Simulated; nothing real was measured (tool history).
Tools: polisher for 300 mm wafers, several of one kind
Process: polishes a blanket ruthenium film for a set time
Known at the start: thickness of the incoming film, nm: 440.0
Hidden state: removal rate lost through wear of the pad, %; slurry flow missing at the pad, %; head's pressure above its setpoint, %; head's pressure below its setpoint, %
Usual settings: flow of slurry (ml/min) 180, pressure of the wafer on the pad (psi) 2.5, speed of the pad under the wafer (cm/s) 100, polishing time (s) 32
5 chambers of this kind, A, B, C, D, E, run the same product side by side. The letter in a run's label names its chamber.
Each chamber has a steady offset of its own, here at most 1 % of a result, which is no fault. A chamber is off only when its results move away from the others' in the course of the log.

run,hour,flow of slurry (ml/min),pressure of the wafer on the pad (psi),speed of the pad under the wafer (cm/s),polishing time (s),wafers polished on this pad,hours since the slurry nozzle was cleaned,hours since the head pressure was calibrated,film removed (nm)
1A,3.4,180,2.5,100,32,245,70.5,76.5,47.387
2B,5.8,180,2.5,100,32,243,344.6,882.9,48.232
3C,8.5,180,2.5,100,32,270,482.5,568.5,48.307
4D,11.2,180,2.5,100,32,694,201.3,425.2,48.316
5E,15.5,180,2.5,100,32,467,304.3,795.7,47.8
6D,18.3,180,2.5,100,32,811,208.4,432.3,48.613
7A,20.9,180,2.5,100,32,535,88,94,47.044
8C,23.4,180,2.5,100,32,517,497.4,583.4,47.826
9B,25.7,180,2.5,80,42,573,364.5,902.8,50.212
# hour 26.8: chamber B: worn pad replaced by a new one
10E,29.6,180,2.5,80,42,701,318.4,809.8,49.656
11C,33,180,2.5,80,42,676,507,593,50.997
12A,36.9,180,2.5,80,42,800,104,110,50.213
13E,40.5,180,2.5,80,42,881,329.3,820.7,50.194
# hour 41.5: chamber B: head pressure recalibrated
# hour 41.5: chamber E: worn pad replaced by a new one
14B,44.1,180,2.5,100,32,287,382.9,2.7,47.627
# hour 47.4: chamber D: worn pad replaced by a new one
15D,48.3,180,2.5,100,32,14,238.4,462.3,48.348
# hour 51.9: chamber C: worn pad replaced by a new one
16B,52.5,180,2.5,100,32,426,391.3,11.1,47.501
17A,54.5,180,2.5,100,32,1091,121.6,127.6,47.675
# hour 55.8: chamber A: worn pad replaced by a new one
18D,57,180,2.5,100,32,158,247.1,471,48.845
# hour 58.2: chamber B: worn pad replaced by a new one
19C,59.6,180,2.5,100,32,127,533.6,619.6,47.406
20E,61.6,180,2.5,100,32,334,350.4,841.8,46.266
21B,64.7,180,2.5,100,32,108,403.5,23.3,47.748
# hour 66.2: chamber B: slurry nozzle cleaned
22A,67.5,180,2.5,100,32,194,134.6,140.6,47.421
23D,71.1,180,2.5,66,32,392,261.2,485.1,31.892
24E,74,180,2.5,66,32,539,362.8,854.2,29.757
25C,77.2,180,2.5,66,32,419,551.2,637.2,31.822
26A,81.2,180,2.5,66,32,420,148.3,154.3,31.154
27E,84,180,2.5,66,32,704,372.8,864.2,29.486
28C,87.9,180,2.5,100,32,596,561.9,647.9,48.298
# hour 89.6: chamber B: worn pad replaced by a new one
29B,90.6,180,2.5,124,26,16,24.4,49.2,48.266
30D,94.1,180,2.5,124,26,772,284.2,508.1,48.855
31B,96.5,180,2.5,124,26,114,30.3,55.1,48.328
32A,100.3,180,2.5,124,26,736,167.4,173.4,48
33D,103.7,180,2.5,124,26,931,293.8,517.7,48.885
34C,106.1,180,2.5,100,32,897,580.1,666.1,48.435

Next, every chamber runs the same settings. What will each give?
35A,109.2,240,2.5,100,32,,,,?
35B,109.2,240,2.5,100,32,,,,?
35C,109.2,240,2.5,100,32,,,,?
35D,109.2,240,2.5,100,32,,,,?
35E,109.2,240,2.5,100,32,,,,?

run,film removed (nm)
35A,50.071
35B,49.119
35C,49.989
35D,49.865
35E,44.837
